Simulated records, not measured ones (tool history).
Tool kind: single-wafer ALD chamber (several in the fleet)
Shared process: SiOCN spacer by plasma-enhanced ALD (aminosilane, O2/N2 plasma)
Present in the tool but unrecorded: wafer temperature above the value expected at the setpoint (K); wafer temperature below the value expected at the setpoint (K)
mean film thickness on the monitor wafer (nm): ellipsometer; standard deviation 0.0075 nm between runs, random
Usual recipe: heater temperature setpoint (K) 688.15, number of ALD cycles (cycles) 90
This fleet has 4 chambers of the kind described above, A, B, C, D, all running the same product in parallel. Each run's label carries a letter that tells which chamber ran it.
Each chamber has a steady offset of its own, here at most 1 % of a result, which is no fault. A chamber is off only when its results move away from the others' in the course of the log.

run    day  heater temperature setpoint (K)  number of ALD cycles (cycles)  hours since the last thermocouple change  read-back reference wafer on the same gauge, thickness_nm  mean film thickness on the monitor wafer (nm)
 1A  0.158                           688.15                             90                                     355.1                                                     5.3396                                         5.1553
 2D  0.404                           688.15                             90                                     360.1                                                     5.3391                                            5.2
 3C    0.6                           688.15                             90                                     635.1                                                     5.3359                                         5.1999
 4B  0.721                           688.15                             90                                     162.7                                                     5.3374                                         5.1387
 5B  0.875                           688.15                             90                                     166.4                                                     5.3351                                         5.1303
 6D  1.025                           688.15                             90                                       375                                                     5.3349                                         5.2019
 7C  1.283                           688.15                             90                                     651.5                                                     5.3355                                         5.1812
 8A  1.512                           688.15                             90                                     387.6                                                      5.334                                         5.1497
 9C    1.7                           688.15                             90                                     661.5                                                      5.336                                         5.2098
10D  1.871                           688.15                             90                                     395.3                                                      5.333                                         5.2047
11B  2.042                           680.15                             90                                     194.4                                                     5.3333                                         5.2681
12A  2.258                           680.15                             90                                     405.5                                                     5.3278                                         5.2888
13D  2.458                           680.15                             90                                     409.4                                                     5.3304                                         5.3217
14C  2.654                           680.15                             90                                     684.4                                                     5.3299                                         5.3236
15B  2.838                           688.15                             90                                     213.5                                                     5.3303                                         5.1217
16A  3.062                           688.15                             90                                     424.8                                                     5.3258                                         5.1482
17B  3.308                           688.15                             90                                     224.8                                                     5.3262                                         5.1158
18A  3.508                           698.15                             90                                     435.5                                                     5.3259                                         4.9899
19C  3.775                           698.15                             90                                     711.3                                                     5.3245                                         5.0278
20D  4.029                           698.15                             90                                     447.1                                                     5.3236                                         5.0236
21D  4.167                           698.15                             90                                     450.4                                                     5.3248                                         5.0195
22A  4.346                           688.15                             90                                     455.6                                                     5.3228                                         5.1556
23C  4.579                           688.15                             90                                     730.6                                                     5.3216                                         5.1861
24B  4.746                           688.15                             90                                     259.3                                                     5.3216                                         5.1264
25C  4.962                           676.15                             81                                     739.8                                                     5.3192                                         4.8293
26A  5.092                           676.15                             81                                     473.5                                                     5.3188                                         4.8011
27D  5.279                           676.15                             81                                     477.1                                                     5.3192                                         4.8403
28B  5.438                           676.15                             81                                     275.9                                                     5.3183                                         4.7816
29B  5.642                           688.15                             90                                     280.8                                                     5.3189                                         5.1067
30D  5.912                           688.15                             90                                     492.3                                                      5.318                                         5.1726
31A  6.142                           688.15                             90                                     498.7                                                     5.3144                                         5.1452
32C  6.392                           688.15                             90                                     774.1                                                     5.3146                                         5.1812
33A  6.542                           688.15                             90                                     508.3                                                     5.3144                                         5.1306
34B  6.767                           688.15                             90                                     307.8                                                     5.3129                                         5.1202
35C  7.008                           688.15                             90                                     788.9                                                     5.3112                                          5.184
36D  7.162                           673.15                             90                                     522.3                                                     5.3099                                          5.424
37B    7.4                           673.15                             90                                       323                                                     5.3088                                           5.36
38C  7.604                           673.15                             90                                     803.2                                                     5.3095                                         5.4183

Does one chamber stand apart from the rest, does the shared gauge drift, or is all well apart from small per-chamber offsets? Give the chamber and the most likely cause, where there is one.

No chamber is off; the gauge reading every chamber's wafers drifts, which makes the whole fleet appear to move together.
Most likely cause: gauge reads low (%) = 0.59.
